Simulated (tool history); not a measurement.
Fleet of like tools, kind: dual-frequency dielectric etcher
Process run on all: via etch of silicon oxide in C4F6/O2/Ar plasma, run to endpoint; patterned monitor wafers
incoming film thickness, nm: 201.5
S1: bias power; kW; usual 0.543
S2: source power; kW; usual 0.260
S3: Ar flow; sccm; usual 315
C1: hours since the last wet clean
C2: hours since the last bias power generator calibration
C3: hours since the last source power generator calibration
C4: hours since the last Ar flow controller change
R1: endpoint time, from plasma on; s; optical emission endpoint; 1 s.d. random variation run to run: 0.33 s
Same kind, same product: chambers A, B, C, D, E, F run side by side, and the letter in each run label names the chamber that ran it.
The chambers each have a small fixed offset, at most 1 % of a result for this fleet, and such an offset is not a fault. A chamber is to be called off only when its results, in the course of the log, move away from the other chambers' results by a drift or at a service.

run 1E hour=5.9 | S1=0.543 S2=0.260 S3=315 | C1=262.3 C2=182.9 C3=202.9 C4=84.9 | R1=50.633
run 2B hour=13.2 | S1=0.543 S2=0.260 S3=315 | C1=126.0 C2=795.2 C3=2937.3 C4=1545.3 | R1=51.360
run 3C hour=20.0 | S1=0.543 S2=0.260 S3=315 | C1=106.7 C2=1769.8 C3=769.7 C4=80.3 | R1=50.908
run 4A hour=27.7 | S1=0.543 S2=0.260 S3=315 | C1=491.7 C2=202.1 C3=3168.1 C4=245.5 | R1=50.999
run 5D hour=37.9 | S1=0.543 S2=0.260 S3=315 | C1=241.8 C2=3201.0 C3=581.4 C4=4724.2 | R1=50.567
run 6F hour=45.8 | S1=0.543 S2=0.260 S3=315 | C1=594.9 C2=2722.5 C3=1842.6 C4=2098.7 | R1=50.568
run 7A hour=51.3 | S1=0.543 S2=0.260 S3=315 | C1=515.3 C2=225.7 C3=3191.7 C4=269.1 | R1=51.141
run 8C hour=58.5 | S1=0.543 S2=0.260 S3=315 | C1=145.2 C2=1808.3 C3=808.2 C4=118.8 | R1=51.066
run 9F hour=63.9 | S1=0.543 S2=0.320 S3=240 | C1=613.0 C2=2740.6 C3=1860.7 C4=2116.8 | R1=45.744
run 10E hour=71.2 | S1=0.543 S2=0.320 S3=240 | C1=327.6 C2=248.2 C3=268.2 C4=150.2 | R1=45.780
run 11B hour=79.3 | S1=0.543 S2=0.320 S3=240 | C1=192.1 C2=861.3 C3=3003.4 C4=1611.4 | R1=46.656
run 12D hour=84.0 | S1=0.543 S2=0.320 S3=240 | C1=287.9 C2=3247.1 C3=627.5 C4=4770.3 | R1=45.194
run 13C hour=89.7 | S1=0.543 S2=0.320 S3=240 | C1=176.4 C2=1839.5 C3=839.4 C4=150.0 | R1=45.395
run 14F hour=98.0 | S1=0.543 S2=0.320 S3=240 | C1=647.1 C2=2774.7 C3=1894.8 C4=2150.9 | R1=44.965
-- hour=99.6 chamber F: wet clean of the chamber
run 15D hour=103.0 | S1=0.543 S2=0.260 S3=315 | C1=306.9 C2=3266.1 C3=646.5 C4=4789.3 | R1=50.408
run 16A hour=112.8 | S1=0.543 S2=0.260 S3=315 | C1=576.8 C2=287.2 C3=3253.2 C4=330.6 | R1=51.408
run 17E hour=120.1 | S1=0.543 S2=0.260 S3=315 | C1=376.5 C2=297.1 C3=317.1 C4=199.1 | R1=50.593
run 18B hour=125.3 | S1=0.543 S2=0.260 S3=315 | C1=238.1 C2=907.3 C3=3049.4 C4=1657.4 | R1=52.470
run 19C hour=132.2 | S1=0.543 S2=0.210 S3=375 | C1=218.9 C2=1882.0 C3=881.9 C4=192.5 | R1=55.995
run 20B hour=141.1 | S1=0.543 S2=0.210 S3=375 | C1=253.9 C2=923.1 C3=3065.2 C4=1673.2 | R1=57.874
run 21A hour=146.0 | S1=0.543 S2=0.210 S3=375 | C1=610.0 C2=320.4 C3=3286.4 C4=363.8 | R1=56.658
run 22E hour=151.4 | S1=0.543 S2=0.210 S3=375 | C1=407.8 C2=328.4 C3=348.4 C4=230.4 | R1=54.709
run 23D hour=160.9 | S1=0.543 S2=0.210 S3=375 | C1=364.8 C2=3324.0 C3=704.4 C4=4847.2 | R1=55.096
run 24F hour=168.6 | S1=0.543 S2=0.210 S3=375 | C1=69.0 C2=2845.3 C3=1965.4 C4=2221.5 | R1=55.197
run 25B hour=175.5 | S1=0.543 S2=0.260 S3=315 | C1=288.3 C2=957.5 C3=3099.6 C4=1707.6 | R1=52.409
run 26D hour=182.5 | S1=0.543 S2=0.260 S3=315 | C1=386.4 C2=3345.6 C3=726.0 C4=4868.8 | R1=50.497
run 27A hour=188.9 | S1=0.543 S2=0.260 S3=315 | C1=652.9 C2=363.3 C3=3329.3 C4=406.7 | R1=50.641
run 28E hour=194.4 | S1=0.543 S2=0.260 S3=315 | C1=450.8 C2=371.4 C3=391.4 C4=273.4 | R1=50.516
-- hour=194.5 chamber E: wet clean of the chamber
run 29C hour=204.1 | S1=0.543 S2=0.260 S3=315 | C1=290.8 C2=1953.9 C3=953.8 C4=264.4 | R1=50.293
-- hour=204.7 chamber A: wet clean of the chamber
-- hour=206.2 chamber D: wet clean of the chamber
run 30F hour=213.5 | S1=0.543 S2=0.260 S3=315 | C1=113.9 C2=2890.2 C3=2010.3 C4=2266.4 | R1=49.769
run 31B hour=219.8 | S1=0.543 S2=0.260 S3=315 | C1=332.6 C2=1001.8 C3=3143.9 C4=1751.9 | R1=53.179
run 32D hour=224.2 | S1=0.543 S2=0.260 S3=315 | C1=18.0 C2=3387.3 C3=767.7 C4=4910.5 | R1=50.971
run 33C hour=231.8 | S1=0.543 S2=0.260 S3=315 | C1=318.5 C2=1981.6 C3=981.5 C4=292.1 | R1=50.372
run 34E hour=238.6 | S1=0.543 S2=0.260 S3=315 | C1=44.2 C2=415.6 C3=435.6 C4=317.6 | R1=51.034
run 35F hour=243.4 | S1=0.445 S2=0.210 S3=315 | C1=143.8 C2=2920.1 C3=2040.2 C4=2296.3 | R1=58.459
run 36A hour=248.2 | S1=0.445 S2=0.210 S3=315 | C1=43.5 C2=422.6 C3=3388.6 C4=466.0 | R1=59.502
run 37D hour=253.0 | S1=0.445 S2=0.210 S3=315 | C1=46.8 C2=3416.1 C3=796.5 C4=4939.3 | R1=58.684
run 38F hour=262.5 | S1=0.445 S2=0.210 S3=315 | C1=162.9 C2=2939.2 C3=2059.3 C4=2315.4 | R1=58.778
run 39E hour=268.6 | S1=0.445 S2=0.210 S3=315 | C1=74.2 C2=445.6 C3=465.6 C4=347.6 | R1=59.497
run 40A hour=278.7 | S1=0.445 S2=0.210 S3=315 | C1=74.0 C2=453.1 C3=3419.1 C4=496.5 | R1=59.529
run 41B hour=283.6 | S1=0.543 S2=0.260 S3=315 | C1=396.4 C2=1065.6 C3=3207.7 C4=1815.7 | R1=53.552

Decide between three cases: one chamber stands off from its peers, the gauge reading all wafers drifts, or nothing is wrong past each chamber's small offset. Where a chamber is off, say which and what most likely put it there.

One chamber, B, drifts off from the rest bit by bit.
Most likely cause: etch rate under this chamber's usual, % = 4.9.

Chamber B could run next with any of the 4 candidate recipes listed below; each alters the usual settings, and their results appear as question marks. Which one brings its results back in line with what the other chambers deliver on the usual settings?
In line means no further than this from the other chambers' mean on the usual settings: R1 1.100 s
run 42B-1 hour=290.9 | S1=0.590 S2=0.280 S3=307 | R1=?
run 42B-2 hour=290.9 | S1=0.526 S2=0.250 S3=318 | R1=?
run 42B-3 hour=290.9 | S1=0.572 S2=0.260 S3=310 | R1=?
run 42B-4 hour=290.9 | S1=0.493 S2=0.240 S3=315 | R1=?

Average result of the remaining chambers running the usual settings: R1 50.675 s
run=42B-1 R1=50.710
run=42B-2 R1=55.417
run=42B-3 R1=52.760
run=42B-4 R1=57.581
42B-1 brings the chamber back in line.
